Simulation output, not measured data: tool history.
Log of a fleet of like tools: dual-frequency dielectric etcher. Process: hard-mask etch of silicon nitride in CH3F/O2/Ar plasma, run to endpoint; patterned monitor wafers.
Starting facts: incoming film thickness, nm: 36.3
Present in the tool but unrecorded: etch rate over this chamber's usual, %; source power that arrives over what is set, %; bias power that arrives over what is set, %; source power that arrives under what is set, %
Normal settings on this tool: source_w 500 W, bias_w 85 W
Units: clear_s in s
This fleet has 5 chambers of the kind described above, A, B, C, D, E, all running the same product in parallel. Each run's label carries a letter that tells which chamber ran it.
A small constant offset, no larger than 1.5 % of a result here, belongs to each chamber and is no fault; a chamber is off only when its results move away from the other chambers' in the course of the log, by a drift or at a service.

run   hour  source_w  bias_w  hours since the last wet clean  hours since the last source power generator calibration  hours since the last bias power generator calibration  clear_s
 1A    4.0       500      85                            71.1                                                     44.8                                                 1074.9   45.179
 2C    8.1       500      85                           277.4                                                    707.2                                                  138.1   44.593
 3E   14.0       500      85                           210.5                                                   3545.8                                                 1613.3   45.330
 4D   18.0       500      85                           314.2                                                   1882.0                                                  224.5   45.202
 5B   25.4       500      85                            48.5                                                   3761.3                                                  588.9   45.919
 6C   31.4       500      85                           300.7                                                    730.5                                                  161.4   44.939
 7B   37.3       420      73                            60.4                                                   3773.2                                                  600.8   51.663
 8E   43.0       420      73                           239.5                                                   3574.8                                                 1642.3   51.866
 9A   49.0       420      73                           116.1                                                     89.8                                                 1119.9   50.711
10D   57.1       420      73                           353.3                                                   1921.1                                                  263.6   51.500
11C   64.8       420      73                           334.1                                                    763.9                                                  194.8   50.975
      70.6  -- chamber C: wet clean of the chamber
12A   73.1       500      97                           140.2                                                    113.9                                                 1144.0   42.844
13B   80.5       500      97                           103.6                                                   3816.4                                                  644.0   43.433
14E   87.6       500      97                           284.1                                                   3619.4                                                 1686.9   44.118
15D   94.4       500      97                           390.6                                                   1958.4                                                  300.9   43.683
16E   99.9       500      97                           296.4                                                   3631.7                                                 1699.2   43.998
17B  106.1       500      85                           129.2                                                   3842.0                                                  669.6   45.726
18A  112.4       500      85                           179.5                                                    153.2                                                 1183.3   44.934
19C  120.0       500      85                            49.5                                                    819.1                                                  250.0   44.905
20D  126.8       500      85                           423.0                                                   1990.8                                                  333.3   44.872
21C  134.7       500      85                            64.2                                                    833.8                                                  264.7   45.114
22A  140.7       500      85                           207.8                                                    181.5                                                 1211.6   45.275
23D  147.1       500      85                           443.3                                                   2011.1                                                  353.6   45.099
24B  155.4       500      85                           178.5                                                   3891.3                                                  718.9   45.210
25E  162.3       500      85                           358.8                                                   3694.1                                                 1761.6   45.640
26C  168.5       500      85                            98.0                                                    867.6                                                  298.5   44.994
27B  177.3       500      85                           200.4                                                   3913.2                                                  740.8   45.704
     181.3  -- chamber E: source power generator calibrated
28D  182.2       500      85                           478.4                                                   2046.2                                                  388.7   44.938
29A  188.4       500      85                           255.5                                                    229.2                                                 1259.3   45.075
30E  196.0       500      85                           392.5                                                     14.7                                                 1795.3   46.174
31D  202.8       500      85                           499.0                                                   2066.8                                                  409.3   45.333
32E  206.8       500      85                           403.3                                                     25.5                                                 1806.1   45.066

Has any chamber moved away from the others, gradually or after a service, or does the common gauge drift, or do the chambers differ only by their own small steady offsets? State the chamber and the most likely cause if one applies.

Neither any chamber nor the gauge drifts; the chambers differ only by their own small, steady offsets.
